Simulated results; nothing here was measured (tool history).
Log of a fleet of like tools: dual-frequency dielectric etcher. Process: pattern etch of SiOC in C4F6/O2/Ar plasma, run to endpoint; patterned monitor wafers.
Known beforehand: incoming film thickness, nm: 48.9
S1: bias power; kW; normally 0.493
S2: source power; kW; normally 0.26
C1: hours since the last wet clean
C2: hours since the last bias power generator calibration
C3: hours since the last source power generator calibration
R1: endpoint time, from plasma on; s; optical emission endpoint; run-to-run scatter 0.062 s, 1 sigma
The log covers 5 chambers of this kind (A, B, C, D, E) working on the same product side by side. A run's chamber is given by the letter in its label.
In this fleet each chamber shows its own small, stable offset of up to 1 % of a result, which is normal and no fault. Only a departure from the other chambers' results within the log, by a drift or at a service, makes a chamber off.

run,hour,S1,S2,C1,C2,C3,R1
1D,12.5,0.493,0.26,607.2,1980.5,2921.5,19.429
# hour 19.8: chamber E: bias power generator calibrated
2B,27.3,0.493,0.26,305.6,1286.6,2149.3,19.219
3A,34.2,0.493,0.26,111.2,2346.4,1086.7,19.515
4E,42.6,0.493,0.26,311.4,22.8,2698.7,19.23
5C,53.6,0.493,0.26,253.7,1535.2,1907.3,19.338
6B,68.9,0.493,0.26,347.2,1328.2,2190.9,19.254
7A,83.9,0.493,0.26,160.9,2396.1,1136.4,19.518
# hour 89.4: chamber D: wet clean of the chamber
8E,90.8,0.493,0.26,359.6,71,2746.9,19.319
9D,101.5,0.38,0.3,12.1,2069.5,3010.5,20.409
10C,113,0.38,0.3,313.1,1594.6,1966.7,20.238
11D,122,0.38,0.3,32.6,2090,3031,20.372
12A,131.5,0.38,0.3,208.5,2443.7,1184,20.326
13B,139,0.38,0.3,417.3,1398.3,2261,20.074
14C,146.9,0.493,0.26,347,1628.5,2000.6,19.327
15E,155.2,0.493,0.26,424,135.4,2811.3,19.29
16B,166,0.493,0.26,444.3,1425.3,2288,19.211
17C,175.2,0.493,0.26,375.3,1656.8,2028.9,19.312
# hour 176.5: chamber B: wet clean of the chamber
18E,184.4,0.493,0.26,453.2,164.6,2840.5,19.263
# hour 190.3: chamber E: wet clean of the chamber
19A,192.3,0.493,0.26,269.3,2504.5,1244.8,19.487
20D,200.5,0.383,0.24,111.1,2168.5,3109.5,22.01
21D,212.1,0.383,0.24,122.7,2180.1,3121.1,22.123
22C,220.7,0.383,0.24,420.8,1702.3,2074.4,21.92
23A,229.6,0.383,0.24,306.6,2541.8,1282.1,22.085
24E,244.4,0.383,0.24,54.2,224.6,2900.5,21.782
# hour 245.7: chamber C: wet clean of the chamber
25B,251.7,0.493,0.26,75.2,1511,2373.7,19.285
26C,259.1,0.493,0.26,13.5,1740.7,2112.8,19.418
27A,267.9,0.493,0.26,344.9,2580.1,1320.4,19.543
28D,282.7,0.493,0.26,193.3,2250.7,3191.7,19.372
29B,296,0.493,0.26,119.5,1555.3,2418,19.158
30E,305.7,0.493,0.28,115.5,285.9,2961.8,18.723
31B,316.9,0.493,0.28,140.4,1576.2,2438.9,18.693

Next, all 5 chambers run the settings below, one line each with question marks for the results. What does each chamber give?
32A,327.9,0.493,0.26,,,,?
32B,327.9,0.493,0.26,,,,?
32C,327.9,0.493,0.26,,,,?
32D,327.9,0.493,0.26,,,,?
32E,327.9,0.493,0.26,,,,?

run,R1
32A,19.444
32B,19.175
32C,19.369
32D,19.534
32E,19.432

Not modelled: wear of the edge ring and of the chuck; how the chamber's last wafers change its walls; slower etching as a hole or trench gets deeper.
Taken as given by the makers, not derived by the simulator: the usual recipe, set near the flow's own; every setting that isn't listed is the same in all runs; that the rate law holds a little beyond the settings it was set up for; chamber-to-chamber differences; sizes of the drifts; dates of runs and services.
